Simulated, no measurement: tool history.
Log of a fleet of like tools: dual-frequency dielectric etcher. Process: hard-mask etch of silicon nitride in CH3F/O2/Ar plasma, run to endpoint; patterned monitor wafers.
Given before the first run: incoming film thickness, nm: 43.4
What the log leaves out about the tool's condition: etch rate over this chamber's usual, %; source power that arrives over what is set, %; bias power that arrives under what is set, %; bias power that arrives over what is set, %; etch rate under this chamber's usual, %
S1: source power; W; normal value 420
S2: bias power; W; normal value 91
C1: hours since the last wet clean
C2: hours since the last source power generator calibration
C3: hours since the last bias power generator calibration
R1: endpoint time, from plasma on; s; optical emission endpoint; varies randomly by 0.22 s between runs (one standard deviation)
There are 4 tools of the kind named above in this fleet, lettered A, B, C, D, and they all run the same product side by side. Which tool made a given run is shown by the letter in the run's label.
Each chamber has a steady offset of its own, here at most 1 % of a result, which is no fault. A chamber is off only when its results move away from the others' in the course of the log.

{"run": "1A", "day": 0.283, "S1": 420, "S2": 91, "C1": 539.5, "C2": 634.9, "C3": 844.0, "R1": 56.844}
{"run": "2B", "day": 0.55, "S1": 420, "S2": 91, "C1": 311.6, "C2": 716.9, "C3": 706.9, "R1": 56.864}
{"run": "3D", "day": 0.838, "S1": 420, "S2": 91, "C1": 362.6, "C2": 1355.6, "C3": 2925.8, "R1": 56.582}
{"day": 0.946, "done": "chamber A: wet clean of the chamber"}
{"run": "4C", "day": 1.154, "S1": 420, "S2": 91, "C1": 637.9, "C2": 3073.6, "C3": 3294.1, "R1": 56.369}
{"run": "5A", "day": 1.375, "S1": 420, "S2": 91, "C1": 10.3, "C2": 661.1, "C3": 870.2, "R1": 56.628}
{"run": "6B", "day": 1.562, "S1": 420, "S2": 76, "C1": 335.9, "C2": 741.2, "C3": 731.2, "R1": 60.912}
{"day": 1.567, "done": "chamber C: wet clean of the chamber"}
{"run": "7D", "day": 1.821, "S1": 420, "S2": 76, "C1": 386.2, "C2": 1379.2, "C3": 2949.4, "R1": 60.464}
{"day": 1.871, "done": "chamber D: wet clean of the chamber"}
{"run": "8C", "day": 2.104, "S1": 420, "S2": 76, "C1": 13.0, "C2": 3096.4, "C3": 3316.9, "R1": 59.896}
{"run": "9D", "day": 2.3, "S1": 420, "S2": 76, "C1": 10.3, "C2": 1390.7, "C3": 2960.9, "R1": 60.495}
{"run": "10A", "day": 2.604, "S1": 420, "S2": 91, "C1": 39.8, "C2": 690.6, "C3": 899.7, "R1": 56.81}
{"run": "11C", "day": 2.796, "S1": 420, "S2": 91, "C1": 29.6, "C2": 3113.0, "C3": 3333.5, "R1": 56.179}
{"run": "12B", "day": 2.996, "S1": 420, "S2": 91, "C1": 370.3, "C2": 775.6, "C3": 765.6, "R1": 56.942}
{"run": "13A", "day": 3.258, "S1": 420, "S2": 91, "C1": 55.5, "C2": 706.3, "C3": 915.4, "R1": 56.61}
{"run": "14D", "day": 3.45, "S1": 420, "S2": 91, "C1": 37.9, "C2": 1418.3, "C3": 2988.5, "R1": 56.555}
{"run": "15C", "day": 3.704, "S1": 420, "S2": 91, "C1": 51.4, "C2": 3134.8, "C3": 3355.3, "R1": 56.418}
{"run": "16B", "day": 3.929, "S1": 420, "S2": 91, "C1": 392.7, "C2": 798.0, "C3": 788.0, "R1": 56.68}
{"run": "17C", "day": 4.271, "S1": 420, "S2": 91, "C1": 65.0, "C2": 3148.4, "C3": 3368.9, "R1": 56.124}
{"run": "18A", "day": 4.45, "S1": 420, "S2": 91, "C1": 84.1, "C2": 734.9, "C3": 944.0, "R1": 56.945}
{"run": "19D", "day": 4.725, "S1": 420, "S2": 91, "C1": 68.5, "C2": 1448.9, "C3": 3019.1, "R1": 56.649}
{"run": "20B", "day": 4.983, "S1": 420, "S2": 91, "C1": 418.0, "C2": 823.3, "C3": 813.3, "R1": 56.922}
{"run": "21D", "day": 5.25, "S1": 420, "S2": 91, "C1": 81.1, "C2": 1461.5, "C3": 3031.7, "R1": 56.657}
{"run": "22A", "day": 5.533, "S1": 420, "S2": 91, "C1": 110.1, "C2": 760.9, "C3": 970.0, "R1": 56.609}
{"run": "23C", "day": 5.738, "S1": 330, "S2": 100, "C1": 100.2, "C2": 3183.6, "C3": 3404.1, "R1": 59.447}
{"run": "24B", "day": 6.025, "S1": 330, "S2": 100, "C1": 443.0, "C2": 848.3, "C3": 838.3, "R1": 59.604}
{"run": "25D", "day": 6.246, "S1": 330, "S2": 100, "C1": 105.0, "C2": 1485.4, "C3": 3055.6, "R1": 59.84}
{"run": "26C", "day": 6.588, "S1": 330, "S2": 100, "C1": 120.6, "C2": 3204.0, "C3": 3424.5, "R1": 59.892}
{"run": "27A", "day": 6.767, "S1": 420, "S2": 91, "C1": 139.7, "C2": 790.5, "C3": 999.6, "R1": 56.56}
{"day": 6.8, "done": "chamber B: wet clean of the chamber"}
{"run": "28B", "day": 7.104, "S1": 420, "S2": 91, "C1": 7.4, "C2": 874.2, "C3": 864.2, "R1": 57.211}
{"run": "29D", "day": 7.312, "S1": 420, "S2": 91, "C1": 130.6, "C2": 1511.0, "C3": 3081.2, "R1": 56.738}
{"run": "30B", "day": 7.608, "S1": 420, "S2": 91, "C1": 19.5, "C2": 886.3, "C3": 876.3, "R1": 57.158}
{"run": "31A", "day": 7.812, "S1": 420, "S2": 91, "C1": 164.8, "C2": 815.6, "C3": 1024.7, "R1": 57.059}
{"run": "32C", "day": 8.046, "S1": 420, "S2": 91, "C1": 155.6, "C2": 3239.0, "C3": 3459.5, "R1": 55.971}
{"run": "33C", "day": 8.396, "S1": 420, "S2": 91, "C1": 164.0, "C2": 3247.4, "C3": 3467.9, "R1": 56.08}
{"run": "34A", "day": 8.662, "S1": 420, "S2": 91, "C1": 185.2, "C2": 836.0, "C3": 1045.1, "R1": 57.163}

Has any chamber moved away from the others, gradually or after a service, or does the common gauge drift, or do the chambers differ only by their own small steady offsets? State the chamber and the most likely cause if one applies.

No chamber is off and the gauge is stable; the differences are just each chamber's small, constant offset.
